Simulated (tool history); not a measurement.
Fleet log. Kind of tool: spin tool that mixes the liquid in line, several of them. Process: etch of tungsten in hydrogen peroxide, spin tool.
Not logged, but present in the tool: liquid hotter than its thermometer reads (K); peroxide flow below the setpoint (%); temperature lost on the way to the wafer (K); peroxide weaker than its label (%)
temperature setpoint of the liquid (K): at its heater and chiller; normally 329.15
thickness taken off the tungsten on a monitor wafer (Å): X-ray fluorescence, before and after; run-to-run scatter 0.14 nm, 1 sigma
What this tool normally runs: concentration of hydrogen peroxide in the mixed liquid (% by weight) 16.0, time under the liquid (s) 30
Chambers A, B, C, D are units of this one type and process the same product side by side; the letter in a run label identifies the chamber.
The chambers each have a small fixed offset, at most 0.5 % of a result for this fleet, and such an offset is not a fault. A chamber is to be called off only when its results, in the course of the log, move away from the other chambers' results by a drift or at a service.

run   hour  temperature setpoint of the liquid (K)  concentration of hydrogen peroxide in the mixed liquid (% by weight)  time under the liquid (s)  hours since the thermometer was replaced  hours since the peroxide flow meter was replaced  hours since the heated supply line was repaired  hours since the drum of peroxide was connected  read-back film thickness of the tungsten reference wafer, read on the same gauge (nm)  thickness taken off the tungsten on a monitor wafer (Å)
 1B    6.1                                  329.15                                                                  16.0                         30                                      33.6                                             418.5                                           3018.2                                           819.7                                                                                 59.975                                                   402.67
 2D   16.5                                  329.15                                                                  16.0                         30                                    1229.8                                              21.7                                            449.6                                           364.7                                                                                 60.018                                                   403.50
      21.9  -- chamber B: peroxide flow meter replaced
 3C   22.4                                  329.15                                                                  16.0                         30                                    2018.6                                            1156.6                                           1290.0                                           575.0                                                                                 60.022                                                   400.61
 4A   33.5                                  329.15                                                                  16.0                         30                                     372.0                                             975.7                                           1690.0                                           263.0                                                                                 59.970                                                   400.40
 5C   45.2                                  329.15                                                                  16.0                         30                                    2041.4                                            1179.4                                           1312.8                                           597.8                                                                                 60.004                                                   401.24
 6A   57.0                                  329.15                                                                  16.0                         30                                     395.5                                             999.2                                           1713.5                                           286.5                                                                                 59.980                                                   402.31
 7D   64.2                                  329.15                                                                  16.0                         30                                    1277.5                                              69.4                                            497.3                                           412.4                                                                                 59.985                                                   401.51
 8B   70.8                                  329.15                                                                  16.0                         30                                      98.3                                              49.0                                           3082.9                                           884.4                                                                                 60.000                                                   403.07
 9C   78.7                                  329.15                                                                  16.0                         30                                    2074.9                                            1212.9                                           1346.3                                           631.3                                                                                 59.954                                                   400.48
10B   84.8                                  329.15                                                                  16.0                         30                                     112.3                                              63.0                                           3096.9                                           898.4                                                                                 60.028                                                   403.77
11D   97.4                                  329.15                                                                  16.0                         30                                    1310.7                                             102.6                                            530.5                                           445.6                                                                                 59.968                                                   402.88
     100.0  -- chamber A: new drum of peroxide connected
12A  104.3                                  329.15                                                                  16.0                         30                                     442.8                                            1046.5                                           1760.8                                             4.3                                                                                 59.998                                                   401.80
     109.7  -- chamber B: new drum of peroxide connected
13A  112.9                                  329.15                                                                  16.0                         30                                     451.4                                            1055.1                                           1769.4                                            12.9                                                                                 59.977                                                   403.34
14C  123.1                                  329.15                                                                  16.0                         30                                    2119.3                                            1257.3                                           1390.7                                           675.7                                                                                 59.998                                                   402.77
15B  132.1                                  329.15                                                                  16.0                         30                                     159.6                                             110.3                                           3144.2                                            22.4                                                                                 60.013                                                   404.13
     141.2  -- chamber B: heated supply line repaired
16D  142.5                                  329.15                                                                  16.0                         30                                    1355.8                                             147.7                                            575.6                                           490.7                                                                                 60.046                                                   399.22
17B  153.9                                  319.65                                                                  16.0                         20                                     181.4                                             132.1                                             12.8                                            44.2                                                                                 59.985                                                   150.64
18D  160.3                                  319.65                                                                  16.0                         20                                    1373.6                                             165.5                                            593.4                                           508.5                                                                                 60.042                                                   152.10
19C  167.8                                  319.65                                                                  16.0                         20                                    2164.0                                            1302.0                                           1435.4                                           720.4                                                                                 60.041                                                   149.55
     168.3  -- chamber C: thermometer replaced
20A  176.9                                  319.65                                                                  16.0                         20                                     515.4                                            1119.1                                           1833.4                                            76.9                                                                                 60.010                                                   151.24
21A  185.7                                  329.15                                                                  16.0                         30                                     524.2                                            1127.9                                           1842.2                                            85.7                                                                                 60.007                                                   400.49
22C  194.0                                  329.15                                                                  16.0                         20                                      25.7                                            1328.2                                           1461.6                                           746.6                                                                                 60.003                                                   266.15
23D  203.0                                  329.15                                                                  16.0                         20                                    1416.3                                             208.2                                            636.1                                           551.2                                                                                 59.952                                                   268.11
24B  212.5                                  329.15                                                                  16.0                         20                                     240.0                                             190.7                                             71.4                                           102.8                                                                                 59.980                                                   270.95
25A  220.2                                  329.15                                                                  16.0                         20                                     558.7                                            1162.4                                           1876.7                                           120.2                                                                                 59.995                                                   267.99
     230.1  -- chamber A: thermometer replaced
26B  231.3                                  329.15                                                                  14.5                         35                                     258.8                                             209.5                                             90.2                                           121.6                                                                                 60.003                                                   448.31
27D  237.1                                  329.15                                                                  14.5                         35                                    1450.4                                             242.3                                            670.2                                           585.3                                                                                 60.026                                                   447.97
28C  246.4                                  329.15                                                                  14.5                         35                                      78.1                                            1380.6                                           1514.0                                           799.0                                                                                 60.025                                                   444.30
29A  258.8                                  329.15                                                                  14.5                         35                                      28.8                                            1201.0                                           1915.3                                           158.8                                                                                 59.978                                                   448.09
30C  271.1                                  329.15                                                                  18.0                         40                                     102.8                                            1405.3                                           1538.7                                           823.7                                                                                 60.003                                                   568.11
31B  283.7                                  329.15                                                                  18.0                         40                                     311.2                                             261.9                                            142.6                                           174.0                                                                                 60.036                                                   569.07
32D  293.7                                  329.15                                                                  18.0                         40                                    1507.0                                             298.9                                            726.8                                           641.9                                                                                 60.008                                                   567.66
33C  301.8                                  329.15                                                                  18.0                         40                                     133.5                                            1436.0                                           1569.4                                           854.4                                                                                 60.016                                                   571.53
34A  311.9                                  329.15                                                                  16.0                         30                                      81.9                                            1254.1                                           1968.4                                           211.9                                                                                 60.004                                                   402.56
35B  321.3                                  329.15                                                                  16.0                         30                                     348.8                                             299.5                                            180.2                                           211.6                                                                                 59.996                                                   404.23
     323.4  -- chamber C: peroxide flow meter replaced
36D  333.1                                  329.15                                                                  16.0                         30                                    1546.4                                             338.3                                            766.2                                           681.3                                                                                 60.011                                                   403.77
     339.5  -- chamber A: peroxide flow meter replaced
37A  343.5                                  329.15                                                                  16.0                         30                                     113.5                                               4.1                                           2000.0                                           243.5                                                                                 59.995                                                   404.90
38C  355.5                                  329.15                                                                  16.0                         30                                     187.2                                              32.1                                           1623.1                                           908.1                                                                                 59.999                                                   400.00
39D  363.7                                  329.15                                                                  16.0                         30                                    1577.0                                             368.9                                            796.8                                           711.9                                                                                 59.975                                                   400.67

Next, all 4 chambers run the settings below, one line each with question marks for the results. What does each chamber give?
40A  372.9                                  329.15                                                                  16.0                         30                                                                                                                                                                                                                                                                                                                                            ?
40B  372.9                                  329.15                                                                  16.0                         30                                                                                                                                                                                                                                                                                                                                            ?
40C  372.9                                  329.15                                                                  16.0                         30                                                                                                                                                                                                                                                                                                                                            ?
40D  372.9                                  329.15                                                                  16.0                         30                                                                                                                                                                                                                                                                                                                                            ?

run  thickness taken off the tungsten on a monitor wafer (Å)
40A                                                   403.07
40B                                                   403.55
40C                                                   400.60
40D                                                   403.00
